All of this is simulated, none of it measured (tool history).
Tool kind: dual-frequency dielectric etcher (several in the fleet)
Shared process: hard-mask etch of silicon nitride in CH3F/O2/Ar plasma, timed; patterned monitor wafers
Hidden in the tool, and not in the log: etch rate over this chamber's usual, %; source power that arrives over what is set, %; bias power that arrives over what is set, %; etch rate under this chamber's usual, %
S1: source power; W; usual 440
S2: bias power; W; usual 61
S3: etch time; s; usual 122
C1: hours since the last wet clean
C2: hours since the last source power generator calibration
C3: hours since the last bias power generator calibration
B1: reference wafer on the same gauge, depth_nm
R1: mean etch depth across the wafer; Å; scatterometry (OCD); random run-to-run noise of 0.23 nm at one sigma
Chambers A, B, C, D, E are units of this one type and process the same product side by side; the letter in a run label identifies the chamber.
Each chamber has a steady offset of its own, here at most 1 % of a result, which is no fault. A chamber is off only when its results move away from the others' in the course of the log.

run	hour	S1	S2	S3	C1	C2	C3	B1	R1
1B	8.3	440	61	122	278.0	369.3	2033.9	74.273	833.86
2D	16.1	440	61	122	441.7	1757.6	562.3	74.284	838.91
3C	24.1	440	61	122	458.1	2597.8	2361.5	74.313	839.79
# hour 27.7: chamber C: wet clean of the chamber
4E	32.0	440	61	122	231.1	1728.5	499.6	74.243	834.07
5A	39.2	390	61	122	412.2	1669.3	952.9	74.323	804.15
6D	51.2	390	61	122	476.8	1792.7	597.4	74.301	802.04
# hour 59.0: chamber D: wet clean of the chamber
7B	62.9	390	61	122	332.6	423.9	2088.5	74.316	796.75
8A	74.7	390	61	122	447.7	1704.8	988.4	74.280	806.64
# hour 81.7: chamber A: wet clean of the chamber
9C	81.8	390	61	122	54.1	2655.5	2419.2	74.274	799.97
10E	92.2	440	61	122	291.3	1788.7	559.8	74.284	830.05
11D	103.4	440	61	122	44.5	1844.9	649.6	74.304	840.91
12B	111.9	440	61	122	381.6	472.9	2137.5	74.312	835.13
13E	119.1	440	61	122	318.2	1815.6	586.7	74.334	831.25
14C	130.9	440	61	122	103.2	2704.6	2468.3	74.282	833.95
15A	138.4	440	61	122	56.7	1768.5	1052.1	74.289	839.45
16C	148.8	440	61	122	121.1	2722.5	2486.2	74.341	837.00
17A	158.8	510	50	122	77.1	1788.9	1072.5	74.315	836.78
18B	166.6	510	50	122	436.3	527.6	2192.2	74.253	827.32
19D	177.7	510	50	122	118.8	1919.2	723.9	74.282	837.22
20E	186.2	510	50	122	385.3	1882.7	653.8	74.307	830.43
# hour 188.1: chamber E: wet clean of the chamber
21E	192.3	510	50	122	4.2	1888.8	659.9	74.257	830.17
22D	202.6	440	61	122	143.7	1944.1	748.8	74.312	835.19
23B	209.2	440	61	122	478.9	570.2	2234.8	74.279	829.64
24C	217.8	440	61	122	190.1	2791.5	2555.2	74.249	837.50
25A	229.0	440	61	122	147.3	1859.1	1142.7	74.291	841.66
26B	240.4	440	61	122	510.1	601.4	2266.0	74.335	825.90
27E	246.1	440	61	122	58.0	1942.6	713.7	74.288	832.24
28A	253.5	440	61	122	171.8	1883.6	1167.2	74.268	844.44
# hour 254.3: chamber C: source power generator calibrated
29D	261.3	440	61	122	202.4	2002.8	807.5	74.273	840.93
30C	270.9	440	61	122	243.2	16.7	2608.3	74.312	838.94
31E	282.1	440	61	122	94.0	1978.6	749.7	74.281	834.27
32D	287.6	440	61	122	228.7	2029.1	833.8	74.293	840.58
33C	293.6	440	61	122	265.9	39.4	2631.0	74.383	833.70
34A	301.1	440	61	122	219.4	1931.2	1214.8	74.331	841.52
35B	312.2	440	61	122	581.9	673.2	2337.8	74.268	818.16
36D	319.8	440	61	122	260.9	2061.3	866.0	74.298	841.27
37B	329.0	440	61	122	598.7	690.0	2354.6	74.288	819.45
38E	337.6	440	61	122	149.5	2034.1	805.2	74.272	831.90
39C	349.7	440	61	122	322.0	95.5	2687.1	74.284	837.34
40A	359.0	440	61	122	277.3	1989.1	1272.7	74.305	840.32
41A	370.5	440	61	122	288.8	2000.6	1284.2	74.316	841.92
42B	380.3	440	61	122	650.0	741.3	2405.9	74.312	814.18
43E	386.2	530	61	122	198.1	2082.7	853.8	74.316	896.29

Is one chamber off against the others, does the gauge drift, or is nothing wrong? If a chamber is off, say which, and what the likeliest cause is.

Chamber B drifts away from the others.
Most likely cause: etch rate under this chamber's usual, % = 2.4.
The log might look much the same if the cause were instead: source power that arrives under what is set, %.

Below are 4 candidate recipes for chamber B's next run, each the usual settings with a change, their results shown as question marks. Which of them brings B's results back in line with what the other chambers give on the usual settings?
A result is in line if it is within this distance of the other chambers' mean on the usual settings: R1 8.00 Å
44B-1	395.2	430	61	116.0					?
44B-2	395.2	450	62	128.0					?
44B-3	395.2	440	61	125.5					?
44B-4	395.2	420	59	122.0					?

Other chambers, usual settings, mean: R1 837.92 Å
run	R1
44B-1	767.90
44B-2	867.18
44B-3	838.28
44B-4	791.44
The right change is 44B-3: it brings the chamber back within the allowed miss of the others.

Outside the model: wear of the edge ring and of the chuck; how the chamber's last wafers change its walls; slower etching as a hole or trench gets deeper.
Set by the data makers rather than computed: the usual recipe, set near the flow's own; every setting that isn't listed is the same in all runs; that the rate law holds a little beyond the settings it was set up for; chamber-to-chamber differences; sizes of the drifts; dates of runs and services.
